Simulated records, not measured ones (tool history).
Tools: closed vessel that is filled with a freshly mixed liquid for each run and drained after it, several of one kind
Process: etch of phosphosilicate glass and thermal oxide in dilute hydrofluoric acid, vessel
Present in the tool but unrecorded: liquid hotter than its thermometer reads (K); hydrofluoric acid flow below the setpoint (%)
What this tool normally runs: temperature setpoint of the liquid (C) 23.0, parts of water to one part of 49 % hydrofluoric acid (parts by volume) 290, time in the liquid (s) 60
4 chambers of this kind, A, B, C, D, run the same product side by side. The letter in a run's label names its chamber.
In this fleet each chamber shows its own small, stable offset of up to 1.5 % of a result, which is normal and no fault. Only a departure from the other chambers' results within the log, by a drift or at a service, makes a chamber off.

run,day,temperature setpoint of the liquid (C),parts of water to one part of 49 % hydrofluoric acid (parts by volume),time in the liquid (s),hours since the thermometer was replaced,hours since the hydrofluoric acid flow meter was replaced,"read-back film thickness of the phosphosilicate glass reference wafer, read on the same gauge (nm)","read-back film thickness of the thermal oxide reference wafer, read on the same gauge (nm)",thickness taken off the phosphosilicate glass on a monitor wafer (Å),thickness taken off the thermal oxide on a monitor wafer (Å)
1A,0.133,23.0,290,60,1691.0,620.1,90.007,89.988,98.304,8.2952
2B,0.396,23.0,290,60,1636.8,267.3,90.025,89.996,97.980,7.7155
3C,0.671,23.0,290,60,280.7,188.3,89.985,89.939,97.783,7.7256
4D,0.804,23.0,290,60,313.7,721.0,90.001,90.038,97.430,7.7765
5C,1.046,23.0,290,60,289.7,197.3,89.990,90.027,98.258,7.7788
6D,1.167,23.0,290,60,322.4,729.7,89.990,90.012,97.292,7.4371
7A,1.375,23.0,290,60,1720.8,649.9,89.998,89.979,96.945,7.6232
8B,1.650,23.0,290,60,1666.9,297.4,89.980,90.034,97.335,8.0424
9A,1.850,23.0,290,60,1732.2,661.3,89.996,89.972,98.208,8.4787
10D,1.971,23.0,290,60,341.7,749.0,90.015,89.950,97.204,7.8449
11C,2.200,23.0,290,60,317.4,225.0,89.997,90.036,98.199,7.6649
12B,2.371,23.0,290,60,1684.2,314.7,89.984,89.987,97.885,8.1556
13C,2.500,23.0,290,60,324.6,232.2,89.987,90.020,96.601,7.9867
14A,2.729,23.0,290,60,1753.3,682.4,90.016,89.957,98.478,8.0558
15B,2.925,23.0,290,60,1697.5,328.0,90.008,89.995,97.478,8.0226
16D,3.054,23.0,290,60,367.7,775.0,90.009,89.989,97.224,8.2968
17A,3.300,23.0,290,60,1767.0,696.1,89.980,89.986,97.550,7.8247
18C,3.542,23.0,290,60,349.6,257.2,90.014,90.009,97.553,8.0739
19B,3.767,23.0,290,60,1717.7,348.2,90.007,89.993,98.269,7.5143
20D,3.979,23.0,415,60,389.9,797.2,89.990,90.011,60.624,5.2341
21C,4.200,23.0,415,60,365.4,273.0,90.001,89.953,60.431,5.0047
22A,4.450,23.0,415,60,1794.6,723.7,89.997,90.040,60.710,4.9959
23B,4.721,23.0,415,60,1740.6,371.1,90.000,89.954,61.676,4.6791
24D,4.871,23.0,245,75,411.3,818.6,89.994,89.998,150.560,12.6800
25B,5.004,23.0,245,75,1747.4,377.9,90.012,89.963,151.820,12.4650
26A,5.154,23.0,245,75,1811.5,740.6,89.982,89.987,151.710,11.5000
27C,5.417,23.0,245,75,394.6,302.2,89.990,90.017,152.310,12.3270
28D,5.679,23.0,290,60,430.7,838.0,90.007,89.993,97.109,8.0864
29B,5.933,23.0,420,60,1769.7,400.2,89.996,89.951,60.487,4.8310
30A,6.183,23.0,420,60,1836.2,765.3,90.001,90.002,60.228,4.8741
31D,6.458,23.0,420,60,449.4,856.7,89.992,90.005,60.347,4.4648
32C,6.633,23.0,420,60,423.8,331.4,89.996,90.045,59.378,5.1580

Does one chamber stand apart from the rest, does the shared gauge drift, or is all well apart from small per-chamber offsets? Give the chamber and the most likely cause, where there is one.

Nothing is wrong: each chamber keeps only its own small, steady offset and the gauge holds still.
